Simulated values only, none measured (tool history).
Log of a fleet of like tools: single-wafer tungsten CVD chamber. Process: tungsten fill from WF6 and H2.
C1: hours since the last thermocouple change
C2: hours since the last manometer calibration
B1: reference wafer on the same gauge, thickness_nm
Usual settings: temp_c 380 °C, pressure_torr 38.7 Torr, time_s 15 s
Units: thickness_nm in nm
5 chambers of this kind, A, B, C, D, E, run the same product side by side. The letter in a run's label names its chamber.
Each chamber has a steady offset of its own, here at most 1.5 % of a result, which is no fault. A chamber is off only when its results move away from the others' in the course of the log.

{"run": "1C", "hour": 4.5, "temp_c": 380, "pressure_torr": 38.7, "time_s": 15, "C1": 1012.2, "C2": 933.5, "B1": 33.308, "thickness_nm": 33.145}
{"run": "2D", "hour": 7.8, "temp_c": 380, "pressure_torr": 38.7, "time_s": 15, "C1": 692.9, "C2": 467, "B1": 33.252, "thickness_nm": 33.736}
{"run": "3E", "hour": 11.7, "temp_c": 380, "pressure_torr": 38.7, "time_s": 15, "C1": 336.2, "C2": 1101.8, "B1": 33.278, "thickness_nm": 33.642}
{"run": "4A", "hour": 13.9, "temp_c": 380, "pressure_torr": 38.7, "time_s": 15, "C1": 835.8, "C2": 1547.1, "B1": 33.334, "thickness_nm": 32.984}
{"run": "5B", "hour": 16.1, "temp_c": 380, "pressure_torr": 32.1, "time_s": 15, "C1": 1070.1, "C2": 1740.4, "B1": 33.264, "thickness_nm": 30.653}
{"run": "6A", "hour": 18.5, "temp_c": 380, "pressure_torr": 32.1, "time_s": 15, "C1": 840.4, "C2": 1551.7, "B1": 33.272, "thickness_nm": 29.853}
{"run": "7D", "hour": 22.0, "temp_c": 380, "pressure_torr": 32.1, "time_s": 15, "C1": 707.1, "C2": 481.2, "B1": 33.302, "thickness_nm": 30.973}
{"run": "8C", "hour": 24.1, "temp_c": 380, "pressure_torr": 32.1, "time_s": 15, "C1": 1031.8, "C2": 953.1, "B1": 33.289, "thickness_nm": 30.474}
{"run": "9E", "hour": 26.5, "temp_c": 380, "pressure_torr": 32.1, "time_s": 15, "C1": 351, "C2": 1116.6, "B1": 33.263, "thickness_nm": 30.792}
{"run": "10B", "hour": 29.3, "temp_c": 380, "pressure_torr": 38.7, "time_s": 15, "C1": 1083.3, "C2": 1753.6, "B1": 33.3, "thickness_nm": 33.547}
{"run": "11D", "hour": 33.7, "temp_c": 380, "pressure_torr": 38.7, "time_s": 15, "C1": 718.8, "C2": 492.9, "B1": 33.285, "thickness_nm": 33.955}
{"run": "12B", "hour": 36.5, "temp_c": 380, "pressure_torr": 38.7, "time_s": 15, "C1": 1090.5, "C2": 1760.8, "B1": 33.296, "thickness_nm": 33.669}
{"run": "13C", "hour": 40.2, "temp_c": 380, "pressure_torr": 38.7, "time_s": 15, "C1": 1047.9, "C2": 969.2, "B1": 33.286, "thickness_nm": 33.151}
{"run": "14A", "hour": 43.4, "temp_c": 380, "pressure_torr": 38.7, "time_s": 15, "C1": 865.3, "C2": 1576.6, "B1": 33.327, "thickness_nm": 32.943}
{"run": "15E", "hour": 46.2, "temp_c": 380, "pressure_torr": 38.7, "time_s": 15, "C1": 370.7, "C2": 1136.3, "B1": 33.307, "thickness_nm": 33.783}
{"run": "16C", "hour": 50.1, "temp_c": 380, "pressure_torr": 38.7, "time_s": 15, "C1": 1057.8, "C2": 979.1, "B1": 33.275, "thickness_nm": 33.495}
{"run": "17E", "hour": 53.5, "temp_c": 380, "pressure_torr": 38.7, "time_s": 15, "C1": 378, "C2": 1143.6, "B1": 33.301, "thickness_nm": 33.653}
{"run": "18A", "hour": 57.6, "temp_c": 380, "pressure_torr": 38.7, "time_s": 15, "C1": 879.5, "C2": 1590.8, "B1": 33.283, "thickness_nm": 32.98}
{"run": "19D", "hour": 60.1, "temp_c": 380, "pressure_torr": 38.7, "time_s": 15, "C1": 745.2, "C2": 519.3, "B1": 33.332, "thickness_nm": 33.698}
{"run": "20B", "hour": 62.9, "temp_c": 380, "pressure_torr": 38.7, "time_s": 15, "C1": 1116.9, "C2": 1787.2, "B1": 33.338, "thickness_nm": 33.589}
{"run": "21A", "hour": 65.7, "temp_c": 380, "pressure_torr": 38.7, "time_s": 15, "C1": 887.6, "C2": 1598.9, "B1": 33.331, "thickness_nm": 33.327}
{"run": "22E", "hour": 69.1, "temp_c": 380, "pressure_torr": 38.7, "time_s": 15, "C1": 393.6, "C2": 1159.2, "B1": 33.324, "thickness_nm": 33.648}
{"run": "23B", "hour": 71.2, "temp_c": 380, "pressure_torr": 38.7, "time_s": 15, "C1": 1125.2, "C2": 1795.5, "B1": 33.283, "thickness_nm": 33.52}
{"run": "24D", "hour": 74.2, "temp_c": 380, "pressure_torr": 38.7, "time_s": 15, "C1": 759.3, "C2": 533.4, "B1": 33.274, "thickness_nm": 33.609}
{"run": "25C", "hour": 77.8, "temp_c": 380, "pressure_torr": 38.7, "time_s": 15, "C1": 1085.5, "C2": 1006.8, "B1": 33.295, "thickness_nm": 33.015}
{"run": "26D", "hour": 81.5, "temp_c": 380, "pressure_torr": 38.7, "time_s": 15, "C1": 766.6, "C2": 540.7, "B1": 33.279, "thickness_nm": 33.682}
{"run": "27C", "hour": 83.9, "temp_c": 380, "pressure_torr": 38.7, "time_s": 15, "C1": 1091.6, "C2": 1012.9, "B1": 33.271, "thickness_nm": 33.133}
{"run": "28E", "hour": 86.1, "temp_c": 380, "pressure_torr": 38.7, "time_s": 15, "C1": 410.6, "C2": 1176.2, "B1": 33.338, "thickness_nm": 33.365}
{"run": "29B", "hour": 89.8, "temp_c": 380, "pressure_torr": 38.7, "time_s": 15, "C1": 1143.8, "C2": 1814.1, "B1": 33.332, "thickness_nm": 33.361}
{"run": "30A", "hour": 92.4, "temp_c": 380, "pressure_torr": 38.7, "time_s": 15, "C1": 914.3, "C2": 1625.6, "B1": 33.298, "thickness_nm": 33.077}
{"run": "31D", "hour": 97.1, "temp_c": 380, "pressure_torr": 38.7, "time_s": 15, "C1": 782.2, "C2": 556.3, "B1": 33.277, "thickness_nm": 33.481}
{"run": "32E", "hour": 99.9, "temp_c": 380, "pressure_torr": 38.7, "time_s": 15, "C1": 424.4, "C2": 1190, "B1": 33.263, "thickness_nm": 33.64}
{"run": "33C", "hour": 104.2, "temp_c": 367, "pressure_torr": 38.7, "time_s": 15, "C1": 1111.9, "C2": 1033.2, "B1": 33.327, "thickness_nm": 25.247}
{"run": "34B", "hour": 107.0, "temp_c": 367, "pressure_torr": 38.7, "time_s": 15, "C1": 1161, "C2": 1831.3, "B1": 33.321, "thickness_nm": 25.519}
{"run": "35A", "hour": 111.2, "temp_c": 367, "pressure_torr": 38.7, "time_s": 15, "C1": 933.1, "C2": 1644.4, "B1": 33.301, "thickness_nm": 25.307}
{"run": "36D", "hour": 114.7, "temp_c": 367, "pressure_torr": 38.7, "time_s": 15, "C1": 799.8, "C2": 573.9, "B1": 33.297, "thickness_nm": 25.722}
{"run": "37E", "hour": 117.3, "temp_c": 367, "pressure_torr": 38.7, "time_s": 15, "C1": 441.8, "C2": 1207.4, "B1": 33.286, "thickness_nm": 25.509}
{"run": "38C", "hour": 121.6, "temp_c": 380, "pressure_torr": 38.7, "time_s": 15, "C1": 1129.3, "C2": 1050.6, "B1": 33.298, "thickness_nm": 32.944}
{"run": "39A", "hour": 123.6, "temp_c": 380, "pressure_torr": 38.7, "time_s": 15, "C1": 945.5, "C2": 1656.8, "B1": 33.296, "thickness_nm": 33.038}
{"run": "40B", "hour": 125.8, "temp_c": 380, "pressure_torr": 38.7, "time_s": 17.3, "C1": 1179.8, "C2": 1850.1, "B1": 33.309, "thickness_nm": 38.528}
{"run": "41E", "hour": 128.1, "temp_c": 380, "pressure_torr": 38.7, "time_s": 17.3, "C1": 452.6, "C2": 1218.2, "B1": 33.275, "thickness_nm": 38.719}

All 5 chambers run these settings next. Forecast each chamber's results:
{"run": "42A", "hour": 131.4, "temp_c": 380, "pressure_torr": 38.7, "time_s": 15.9, "thickness_nm": "?"}
{"run": "42B", "hour": 131.4, "temp_c": 380, "pressure_torr": 38.7, "time_s": 15.9, "thickness_nm": "?"}
{"run": "42C", "hour": 131.4, "temp_c": 380, "pressure_torr": 38.7, "time_s": 15.9, "thickness_nm": "?"}
{"run": "42D", "hour": 131.4, "temp_c": 380, "pressure_torr": 38.7, "time_s": 15.9, "thickness_nm": "?"}
{"run": "42E", "hour": 131.4, "temp_c": 380, "pressure_torr": 38.7, "time_s": 15.9, "thickness_nm": "?"}

run=42A thickness_nm=34.968
run=42B thickness_nm=35.541
run=42C thickness_nm=35.017
run=42D thickness_nm=35.558
run=42E thickness_nm=35.491

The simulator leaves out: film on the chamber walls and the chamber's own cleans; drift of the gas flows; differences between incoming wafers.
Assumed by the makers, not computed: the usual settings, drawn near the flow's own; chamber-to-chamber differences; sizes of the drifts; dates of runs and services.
